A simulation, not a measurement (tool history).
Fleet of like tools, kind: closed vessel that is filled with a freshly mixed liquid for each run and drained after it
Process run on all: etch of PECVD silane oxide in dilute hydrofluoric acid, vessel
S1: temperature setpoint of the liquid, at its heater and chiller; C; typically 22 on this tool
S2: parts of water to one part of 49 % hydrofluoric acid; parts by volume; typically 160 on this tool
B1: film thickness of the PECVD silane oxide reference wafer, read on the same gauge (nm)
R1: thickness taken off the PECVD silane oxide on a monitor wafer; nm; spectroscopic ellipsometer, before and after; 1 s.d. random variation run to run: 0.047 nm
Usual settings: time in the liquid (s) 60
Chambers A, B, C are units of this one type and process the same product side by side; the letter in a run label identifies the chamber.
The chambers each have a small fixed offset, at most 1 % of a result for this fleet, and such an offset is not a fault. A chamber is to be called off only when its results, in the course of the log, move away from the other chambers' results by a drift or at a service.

Run 1A, hour 11.9: usual settings; B1 120.02. Result: R1 8.4076 nm.
Run 2B, hour 20.1: usual settings; B1 120.02. Result: R1 8.4247 nm.
Run 3C, hour 29.5: usual settings; B1 120.02. Result: R1 8.4359 nm.
Run 4A, hour 36.1: usual settings; B1 119.99. Result: R1 8.3846 nm.
Run 5B, hour 45.7: usual settings; B1 119.99. Result: R1 8.3488 nm.
Run 6C, hour 54.2: usual settings; B1 120.02. Result: R1 8.4537 nm.
Run 7B, hour 67.1: usual settings; B1 120.00. Result: R1 8.4287 nm.
Run 8A, hour 81.5: usual settings; B1 119.96. Result: R1 8.4527 nm.
Run 9C, hour 89.2: usual settings; B1 120.00. Result: R1 8.6500 nm.
Run 10B, hour 102.2: usual settings but S2 110 parts by volume; B1 120.00. Result: R1 12.8630 nm.
Run 11A, hour 116.0: usual settings but S2 110 parts by volume; B1 120.02. Result: R1 12.8620 nm.
Run 12C, hour 124.4: usual settings but S2 110 parts by volume; B1 120.01. Result: R1 13.1960 nm.
Run 13B, hour 134.6: usual settings; B1 120.03. Result: R1 8.4914 nm.
Run 14A, hour 144.3: usual settings; B1 119.97. Result: R1 8.4509 nm.
Run 15C, hour 154.7: usual settings; B1 120.00. Result: R1 8.6741 nm.
Run 16A, hour 166.9: usual settings; B1 120.01. Result: R1 8.5265 nm.
Run 17C, hour 179.1: usual settings; B1 120.04. Result: R1 8.7409 nm.
Run 18B, hour 189.7: usual settings but S1 20 C, S2 105 parts by volume; B1 120.01. Result: R1 12.5770 nm.
Run 19A, hour 197.4: usual settings but S1 20 C, S2 105 parts by volume; B1 120.00. Result: R1 12.5520 nm.
Run 20C, hour 204.0: usual settings but S1 20 C, S2 105 parts by volume; B1 119.98. Result: R1 13.2160 nm.
Run 21B, hour 216.3: usual settings; B1 119.99. Result: R1 8.4957 nm.
Run 22B, hour 223.3: usual settings; B1 119.98. Result: R1 8.5069 nm.
Run 23C, hour 236.4: usual settings; B1 120.03. Result: R1 8.9373 nm.
Run 24A, hour 248.3: usual settings; B1 119.98. Result: R1 8.3660 nm.
Run 25A, hour 256.6: usual settings; B1 119.98. Result: R1 8.4659 nm.
Run 26B, hour 265.3: usual settings; B1 119.98. Result: R1 8.4833 nm.
Run 27C, hour 279.7: usual settings; B1 120.01. Result: R1 8.9298 nm.

Each of the 3 chambers runs these same settings next. Fill in every chamber's results:
Run 28A, hour 290.6: usual settings but S2 230 parts by volume. Result: R1 ?.
Run 28B, hour 290.6: usual settings but S2 230 parts by volume. Result: R1 ?.
Run 28C, hour 290.6: usual settings but S2 230 parts by volume. Result: R1 ?.

run      R1
28A  5.5151
28B  5.5160
28C  5.8489
